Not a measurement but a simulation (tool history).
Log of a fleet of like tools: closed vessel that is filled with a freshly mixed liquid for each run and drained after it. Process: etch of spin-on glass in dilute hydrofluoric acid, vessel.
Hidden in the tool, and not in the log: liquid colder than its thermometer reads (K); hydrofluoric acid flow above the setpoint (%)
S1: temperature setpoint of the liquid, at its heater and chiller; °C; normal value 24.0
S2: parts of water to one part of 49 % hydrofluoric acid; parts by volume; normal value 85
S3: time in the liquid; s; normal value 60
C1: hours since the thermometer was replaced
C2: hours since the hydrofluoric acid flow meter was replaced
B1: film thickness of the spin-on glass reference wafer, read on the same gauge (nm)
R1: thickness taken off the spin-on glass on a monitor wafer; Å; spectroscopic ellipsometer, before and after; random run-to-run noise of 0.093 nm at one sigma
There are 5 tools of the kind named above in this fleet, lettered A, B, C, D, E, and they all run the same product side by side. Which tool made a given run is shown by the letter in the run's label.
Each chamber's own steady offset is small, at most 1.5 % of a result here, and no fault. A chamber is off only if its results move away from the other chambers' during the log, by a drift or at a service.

{"run": "1E", "hour": 12.8, "S1": 24.0, "S2": 85, "S3": 60, "C1": 1332.2, "C2": 735.1, "B1": 90.002, "R1": 194.34}
{"run": "2A", "hour": 25.5, "S1": 24.0, "S2": 85, "S3": 60, "C1": 456.7, "C2": 369.9, "B1": 89.997, "R1": 195.11}
{"run": "3D", "hour": 38.4, "S1": 24.0, "S2": 85, "S3": 60, "C1": 2106.6, "C2": 1243.0, "B1": 89.983, "R1": 194.93}
{"hour": 45.5, "done": "chamber D: hydrofluoric acid flow meter replaced"}
{"run": "4B", "hour": 47.4, "S1": 24.0, "S2": 85, "S3": 60, "C1": 617.8, "C2": 804.6, "B1": 89.994, "R1": 196.06}
{"run": "5C", "hour": 60.4, "S1": 24.0, "S2": 110, "S3": 45, "C1": 1373.9, "C2": 1320.2, "B1": 89.995, "R1": 107.58}
{"run": "6C", "hour": 67.8, "S1": 24.0, "S2": 110, "S3": 45, "C1": 1381.3, "C2": 1327.6, "B1": 90.017, "R1": 108.09}
{"run": "7D", "hour": 81.8, "S1": 24.0, "S2": 110, "S3": 45, "C1": 2150.0, "C2": 36.4, "B1": 90.008, "R1": 108.59}
{"run": "8A", "hour": 93.8, "S1": 24.0, "S2": 110, "S3": 45, "C1": 525.0, "C2": 438.2, "B1": 90.014, "R1": 108.37}
{"run": "9E", "hour": 107.0, "S1": 24.0, "S2": 110, "S3": 45, "C1": 1426.4, "C2": 829.3, "B1": 90.01, "R1": 110.02}
{"run": "10B", "hour": 121.5, "S1": 24.0, "S2": 85, "S3": 60, "C1": 691.9, "C2": 878.7, "B1": 89.99, "R1": 195.23}
{"run": "11B", "hour": 131.8, "S1": 24.0, "S2": 85, "S3": 60, "C1": 702.2, "C2": 889.0, "B1": 89.967, "R1": 192.7}
{"run": "12D", "hour": 146.3, "S1": 24.0, "S2": 85, "S3": 60, "C1": 2214.5, "C2": 100.9, "B1": 90.019, "R1": 191.93}
{"run": "13C", "hour": 158.1, "S1": 24.0, "S2": 85, "S3": 60, "C1": 1471.6, "C2": 1417.9, "B1": 89.979, "R1": 192.35}
{"run": "14A", "hour": 173.2, "S1": 24.0, "S2": 85, "S3": 60, "C1": 604.4, "C2": 517.6, "B1": 90.016, "R1": 195.03}
{"run": "15E", "hour": 188.0, "S1": 24.0, "S2": 85, "S3": 60, "C1": 1507.4, "C2": 910.3, "B1": 89.985, "R1": 193.1}
{"run": "16B", "hour": 196.7, "S1": 24.0, "S2": 85, "S3": 60, "C1": 767.1, "C2": 953.9, "B1": 89.991, "R1": 193.09}
{"run": "17C", "hour": 208.7, "S1": 24.0, "S2": 85, "S3": 60, "C1": 1522.2, "C2": 1468.5, "B1": 89.999, "R1": 193.69}
{"run": "18D", "hour": 223.8, "S1": 24.0, "S2": 85, "S3": 90, "C1": 2292.0, "C2": 178.4, "B1": 90.014, "R1": 292.01}
{"run": "19E", "hour": 237.4, "S1": 24.0, "S2": 85, "S3": 90, "C1": 1556.8, "C2": 959.7, "B1": 89.995, "R1": 291.16}
{"run": "20A", "hour": 244.0, "S1": 24.0, "S2": 85, "S3": 90, "C1": 675.2, "C2": 588.4, "B1": 90.018, "R1": 293.31}
{"run": "21C", "hour": 256.8, "S1": 24.0, "S2": 85, "S3": 90, "C1": 1570.3, "C2": 1516.6, "B1": 89.996, "R1": 288.23}
{"hour": 263.2, "done": "chamber C: hydrofluoric acid flow meter replaced"}
{"run": "22E", "hour": 267.0, "S1": 24.0, "S2": 85, "S3": 90, "C1": 1586.4, "C2": 989.3, "B1": 89.997, "R1": 294.27}
{"run": "23B", "hour": 274.4, "S1": 24.0, "S2": 85, "S3": 60, "C1": 844.8, "C2": 1031.6, "B1": 90.014, "R1": 191.07}
{"run": "24D", "hour": 284.8, "S1": 24.0, "S2": 85, "S3": 60, "C1": 2353.0, "C2": 239.4, "B1": 89.992, "R1": 196.39}
{"run": "25A", "hour": 294.0, "S1": 24.0, "S2": 85, "S3": 60, "C1": 725.2, "C2": 638.4, "B1": 90.019, "R1": 196.3}
{"run": "26E", "hour": 308.9, "S1": 24.0, "S2": 85, "S3": 60, "C1": 1628.3, "C2": 1031.2, "B1": 89.984, "R1": 195.75}
{"run": "27B", "hour": 319.6, "S1": 24.0, "S2": 85, "S3": 60, "C1": 890.0, "C2": 1076.8, "B1": 90.023, "R1": 191.19}
{"run": "28D", "hour": 328.5, "S1": 24.0, "S2": 85, "S3": 60, "C1": 2396.7, "C2": 283.1, "B1": 89.993, "R1": 194.56}
{"run": "29A", "hour": 342.3, "S1": 26.5, "S2": 125, "S3": 60, "C1": 773.5, "C2": 686.7, "B1": 89.994, "R1": 138.34}
{"run": "30C", "hour": 353.3, "S1": 26.5, "S2": 125, "S3": 60, "C1": 1666.8, "C2": 90.1, "B1": 89.998, "R1": 137.37}
{"run": "31E", "hour": 366.8, "S1": 26.5, "S2": 125, "S3": 60, "C1": 1686.2, "C2": 1089.1, "B1": 89.995, "R1": 138.37}
{"hour": 372.8, "done": "chamber C: thermometer replaced"}
{"run": "32D", "hour": 381.1, "S1": 26.5, "S2": 125, "S3": 60, "C1": 2449.3, "C2": 335.7, "B1": 90.003, "R1": 138.78}
{"run": "33A", "hour": 393.0, "S1": 26.5, "S2": 125, "S3": 60, "C1": 824.2, "C2": 737.4, "B1": 89.989, "R1": 138.24}
{"run": "34C", "hour": 403.3, "S1": 24.0, "S2": 85, "S3": 60, "C1": 30.6, "C2": 140.1, "B1": 90.028, "R1": 190.22}
{"run": "35B", "hour": 417.3, "S1": 24.0, "S2": 85, "S3": 60, "C1": 987.7, "C2": 1174.5, "B1": 89.988, "R1": 186.61}
{"run": "36C", "hour": 426.8, "S1": 24.0, "S2": 85, "S3": 60, "C1": 54.1, "C2": 163.6, "B1": 90.004, "R1": 191.14}
{"run": "37B", "hour": 436.9, "S1": 19.5, "S2": 85, "S3": 60, "C1": 1007.3, "C2": 1194.1, "B1": 89.997, "R1": 155.83}

One chamber off, gauge drift, or nothing amiss beyond the chambers' own small offsets? If it is a chamber, which one, and what is the likeliest cause?

One chamber, B, drifts off from the rest bit by bit.
Most likely cause: liquid colder than its thermometer reads (K) = 0.948.
With only this log, it may be confused with: hydrofluoric acid flow below the setpoint (%).

Chamber B could run next with any of the 4 candidate recipes listed below; each alters the usual settings, and their results appear as question marks. Which one brings its results back in line with what the other chambers deliver on the usual settings?
In line here means within this much of the mean the other chambers give on the usual settings: R1 3.30 Å
{"run": "38B-1", "hour": 447.7, "S1": 23.0, "S2": 85, "S3": 60, "R1": "?"}
{"run": "38B-2", "hour": 447.7, "S1": 24.0, "S2": 90, "S3": 60, "R1": "?"}
{"run": "38B-3", "hour": 447.7, "S1": 25.0, "S2": 85, "S3": 60, "R1": "?"}
{"run": "38B-4", "hour": 447.7, "S1": 24.0, "S2": 80, "S3": 60, "R1": "?"}

On the usual settings, the other chambers give on average: R1 193.92 Å
run=38B-1 R1=179.65
run=38B-2 R1=175.37
run=38B-3 R1=194.53
run=38B-4 R1=199.99
38B-3 is the one that brings the chamber's results back in line with the other chambers.
